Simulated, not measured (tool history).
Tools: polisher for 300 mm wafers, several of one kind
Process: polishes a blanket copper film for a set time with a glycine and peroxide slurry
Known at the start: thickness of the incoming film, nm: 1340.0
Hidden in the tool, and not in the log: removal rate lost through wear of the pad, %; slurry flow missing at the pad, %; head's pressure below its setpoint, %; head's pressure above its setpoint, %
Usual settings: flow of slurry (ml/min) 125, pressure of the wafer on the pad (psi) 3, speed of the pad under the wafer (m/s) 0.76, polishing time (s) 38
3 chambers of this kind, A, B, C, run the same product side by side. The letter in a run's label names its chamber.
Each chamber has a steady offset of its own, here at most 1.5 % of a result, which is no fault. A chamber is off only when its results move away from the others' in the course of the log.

run,hour,flow of slurry (ml/min),pressure of the wafer on the pad (psi),speed of the pad under the wafer (m/s),polishing time (s),wafers polished on this pad,hours since the slurry nozzle was cleaned,hours since the head pressure was calibrated,film removed (nm)
# hour 5.6: chamber B: worn pad replaced by a new one
1A,6.9,125,3,0.76,38,691,230.6,744.1,172.22
2C,14,125,3,0.76,38,889,523.4,1059.2,167.18
3B,22.7,125,3,0.76,38,242,34.5,1182,167.69
# hour 23.5: chamber C: worn pad replaced by a new one
4C,32.9,125,3,0.76,38,132,542.3,1078.1,169.54
# hour 36.3: chamber B: head pressure recalibrated
# hour 43.1: chamber A: head pressure recalibrated
5A,45.9,125,3,0.76,38,1241,269.6,2.8,170.78
# hour 50.6: chamber A: worn pad replaced by a new one
6B,56.7,125,3,0.76,38,721,68.5,20.4,165.09
7C,68.9,125,3,0.76,38,640,578.3,1114.1,168
# hour 73.5: chamber B: worn pad replaced by a new one
8B,78.9,125,2.3,0.76,38,76,90.7,42.6,135.39
9A,87.4,125,2.3,0.76,38,519,311.1,44.3,139.81
# hour 90.4: chamber C: worn pad replaced by a new one
10B,95.5,125,2.3,0.76,38,310,107.3,59.2,138.46
11C,106.7,125,3,0.76,38,230,616.1,1151.9,168.5
12A,120.8,125,3,0.88,38,990,344.5,77.7,195.29
13B,133.1,125,3,0.88,38,840,144.9,96.8,190.13
# hour 136.1: chamber A: worn pad replaced by a new one
14A,143.3,125,3,0.88,38,102,367,100.2,192.38
15C,154.9,125,3,0.76,38,909,664.3,1200.1,168.58
# hour 155.3: chamber B: worn pad replaced by a new one
# hour 166: chamber C: worn pad replaced by a new one
16A,168.7,125,3,0.76,38,460,392.4,125.6,172.07
17B,178.3,125,3,1.02,38,325,190.1,142,213.58
18C,184.9,125,3,1.02,38,266,694.3,1230.1,210.5
19C,197.4,125,3,1.02,38,443,706.8,1242.6,213.62
20B,207.7,125,3,0.76,38,739,219.5,171.4,166.45
# hour 214: chamber C: slurry nozzle cleaned
21A,214.7,125,3,0.76,38,1109,438.4,171.6,168.45
22A,222.4,125,3,0.76,38,1218,446.1,179.3,171.59
23B,230.6,125,3,0.76,38,1062,242.4,194.3,166.83
# hour 231.3: chamber C: head pressure recalibrated
# hour 233.5: chamber A: worn pad replaced by a new one
# hour 236.5: chamber B: worn pad replaced by a new one
24C,244.5,125,3,0.76,38,1107,30.6,13.3,180.49
# hour 251.7: chamber C: worn pad replaced by a new one
25B,256.8,125,3,0.76,38,287,268.6,220.5,166.91
26C,267.6,125,3,0.76,38,225,53.7,36.4,183.89
# hour 271: chamber B: slurry nozzle cleaned
# hour 274.5: chamber A: slurry nozzle cleaned
27A,281.5,125,3,0.76,38,677,7.1,238.4,171.95
28C,294.3,125,3,0.76,38,601,80.4,63.1,181.72
29B,305.5,125,3,0.76,38,973,34.5,269.2,168.17
30A,313.7,125,3,0.76,38,1131,39.3,270.6,172.14
# hour 317.6: chamber B: worn pad replaced by a new one
# hour 321.4: chamber C: worn pad replaced by a new one
31A,322,125,3,0.76,38,1248,47.6,278.9,170.61
32B,328.5,125,3,0.76,38,154,57.5,292.2,169.63
# hour 334.2: chamber A: worn pad replaced by a new one
33C,340.2,125,3,0.76,38,266,126.3,109,181.6
34A,346.8,125,3,0.76,38,178,72.4,303.7,172.22
35B,357.6,125,3,0.76,38,564,86.6,321.3,166.32
36C,364.2,125,3,0.76,38,604,150.3,133,184.84
37B,377.9,125,3,0.76,38,851,106.9,341.6,163.77

What goes on in this fleet: one chamber off, a drifting gauge, or nothing beyond the chambers' own small offsets? Name the chamber and the cause, if any.

A service left chamber C off against the others.
Cause: head's pressure above its setpoint, % = 9.47.

Here are 4 candidates for chamber C's next run, each the usual settings with a change, their results left as question marks. Which one brings its results back in line with what the others give on the usual settings?
In line means no further than this from the other chambers' mean on the usual settings: film removed (nm) 5.2
38C-1,388.1,125,3,0.7,38,,,,?
38C-2,388.1,125,3.1,0.78,39,,,,?
38C-3,388.1,125,3,0.76,39,,,,?
38C-4,388.1,125,3,0.76,37,,,,?

The other chambers' mean on the usual settings: film removed (nm) 169.09
run,film removed (nm)
38C-1,170.43
38C-2,195.79
38C-3,186.69
38C-4,177.12
38C-1 brings the chamber back in line.

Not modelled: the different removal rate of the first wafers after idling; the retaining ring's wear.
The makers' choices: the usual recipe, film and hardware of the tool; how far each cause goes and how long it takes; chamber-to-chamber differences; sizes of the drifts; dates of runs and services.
